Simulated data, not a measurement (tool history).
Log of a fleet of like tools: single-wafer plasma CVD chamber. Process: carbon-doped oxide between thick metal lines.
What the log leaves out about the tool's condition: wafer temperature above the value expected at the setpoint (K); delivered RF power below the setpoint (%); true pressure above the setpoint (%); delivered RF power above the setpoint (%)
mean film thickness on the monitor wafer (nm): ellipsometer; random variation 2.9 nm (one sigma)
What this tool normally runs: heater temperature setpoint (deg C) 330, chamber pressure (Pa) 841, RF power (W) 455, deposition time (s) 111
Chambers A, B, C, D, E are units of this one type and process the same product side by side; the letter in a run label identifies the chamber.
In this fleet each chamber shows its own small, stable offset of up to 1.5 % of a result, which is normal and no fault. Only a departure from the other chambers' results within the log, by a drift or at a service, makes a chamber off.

| run | hour | heater temperature setpoint (deg C) | chamber pressure (Pa) | RF power (W) | deposition time (s) | hours since the last thermocouple change | hours since the last RF generator calibration | hours since the last manometer calibration | read-back reference wafer on the same gauge, thickness_nm | mean film thickness on the monitor wafer (nm) |
|---|---|---|---|---|---|---|---|---|---|---|
| 1D | 3.8 | 330 | 841 | 455 | 111 | 858.3 | 1856.2 | 1530.9 | 646.49 | 582.28 |
| 2B | 10.7 | 330 | 841 | 455 | 111 | 598.4 | 97.4 | 909.4 | 647.47 | 583.01 |
| 3A | 14 | 330 | 841 | 455 | 111 | 1235.8 | 622.6 | 644.1 | 646.76 | 566.69 |
| 4C | 20.9 | 330 | 841 | 455 | 111 | 1382 | 1385.9 | 824.1 | 646.43 | 577.01 |
| 5E | 28 | 330 | 841 | 455 | 111 | 659.1 | 301.9 | 632.1 | 646.65 | 576.47 |
| 6D | 31.2 | 330 | 841 | 455 | 111 | 885.7 | 1883.6 | 1558.3 | 646.68 | 578.69 |
| 7C | 38.1 | 330 | 841 | 455 | 111 | 1399.2 | 1403.1 | 841.3 | 646.62 | 580 |
| 8A | 44.5 | 330 | 841 | 455 | 111 | 1266.3 | 653.1 | 674.6 | 646.92 | 572.33 |
| 9B | 50.3 | 330 | 841 | 455 | 111 | 638 | 137 | 949 | 647.22 | 585.21 |
| 10E | 55.5 | 330 | 841 | 455 | 111 | 686.6 | 329.4 | 659.6 | 647.05 | 573.03 |
| 11E | 61.9 | 330 | 841 | 455 | 111 | 693 | 335.8 | 666 | 647.29 | 577.83 |
| 12C | 66.4 | 330 | 841 | 455 | 111 | 1427.5 | 1431.4 | 869.6 | 646.56 | 575.42 |
| 13B | 69.6 | 330 | 841 | 455 | 111 | 657.3 | 156.3 | 968.3 | 647.14 | 582.52 |
| 14A | 76.4 | 330 | 841 | 455 | 111 | 1298.2 | 685 | 706.5 | 645.79 | 570.05 |
| 15D | 81.4 | 330 | 841 | 455 | 111 | 935.9 | 1933.8 | 1608.5 | 646.83 | 587.61 |
| 16D | 86.4 | 330 | 841 | 455 | 111 | 940.9 | 1938.8 | 1613.5 | 646.99 | 583.7 |
| 17B | 91.2 | 330 | 841 | 455 | 111 | 678.9 | 177.9 | 989.9 | 646.59 | 582.92 |
| 18A | 95.2 | 330 | 841 | 455 | 111 | 1317 | 703.8 | 725.3 | 647.72 | 572.79 |
| 19C | 101.2 | 330 | 841 | 455 | 111 | 1462.3 | 1466.2 | 904.4 | 646.68 | 579.87 |
| 20E | 108.1 | 330 | 841 | 455 | 111 | 739.2 | 382 | 712.2 | 646.24 | 571.57 |
| 21E | 114.8 | 330 | 841 | 455 | 111 | 745.9 | 388.7 | 718.9 | 647.74 | 578.24 |
| 22B | 118.9 | 330 | 841 | 455 | 111 | 706.6 | 205.6 | 1017.6 | 646.65 | 576.73 |
| 23A | 124.7 | 318 | 841 | 455 | 96 | 1346.5 | 733.3 | 754.8 | 646.76 | 515.6 |
| 24C | 131.7 | 318 | 841 | 455 | 96 | 1492.8 | 1496.7 | 934.9 | 647.51 | 523.5 |
| 25D | 136.9 | 318 | 841 | 455 | 96 | 991.4 | 1989.3 | 1664 | 647.2 | 526.44 |
| 26C | 142.2 | 318 | 841 | 455 | 96 | 1503.3 | 1507.2 | 945.4 | 647.26 | 520.04 |
| 27A | 146 | 318 | 841 | 455 | 96 | 1367.8 | 754.6 | 776.1 | 647.21 | 514.95 |
| 28D | 152.3 | 330 | 911 | 455 | 91 | 1006.8 | 2004.7 | 1679.4 | 647.37 | 486.72 |
| 29B | 156.9 | 330 | 911 | 455 | 91 | 744.6 | 243.6 | 1055.6 | 646.09 | 483.05 |
| 30E | 161.5 | 330 | 911 | 455 | 91 | 792.6 | 435.4 | 765.6 | 646.5 | 474.99 |
| 31C | 167.3 | 330 | 911 | 455 | 91 | 1528.4 | 1532.3 | 970.5 | 646.57 | 480.68 |
| 32E | 172.1 | 330 | 911 | 455 | 91 | 803.2 | 446 | 776.2 | 646.19 | 477.33 |
| 33B | 177.5 | 330 | 841 | 455 | 111 | 765.2 | 264.2 | 1076.2 | 647 | 587.16 |
|  | 178.5 | chamber C: RF generator calibrated |
| 34A | 181.6 | 330 | 841 | 455 | 111 | 1403.4 | 790.2 | 811.7 | 646.86 | 570.93 |
| 35D | 188.8 | 330 | 841 | 455 | 111 | 1043.3 | 2041.2 | 1715.9 | 647.33 | 581.39 |
| 36C | 194.7 | 330 | 841 | 455 | 111 | 1555.8 | 16.3 | 997.9 | 646.86 | 581.62 |
| 37E | 200 | 330 | 841 | 455 | 111 | 831.1 | 473.9 | 804.1 | 647.96 | 579.24 |
| 38D | 205.4 | 330 | 841 | 455 | 111 | 1059.9 | 2057.8 | 1732.5 | 646.92 | 586.39 |
| 39A | 212.4 | 330 | 1041 | 455 | 111 | 1434.2 | 821 | 842.5 | 646.71 | 581.7 |

All chambers now run identical settings, listed one chamber a line with results as question marks. What results will each chamber show?
| 40A | 217.6 | 330 | 841 | 455 | 111 |  |  |  |  | ? |
| 40B | 217.6 | 330 | 841 | 455 | 111 |  |  |  |  | ? |
| 40C | 217.6 | 330 | 841 | 455 | 111 |  |  |  |  | ? |
| 40D | 217.6 | 330 | 841 | 455 | 111 |  |  |  |  | ? |
| 40E | 217.6 | 330 | 841 | 455 | 111 |  |  |  |  | ? |

| run | mean film thickness on the monitor wafer (nm) |
|---|---|
| 40A | 568.79 |
| 40B | 581.42 |
| 40C | 585.46 |
| 40D | 579.94 |
| 40E | 574.81 |
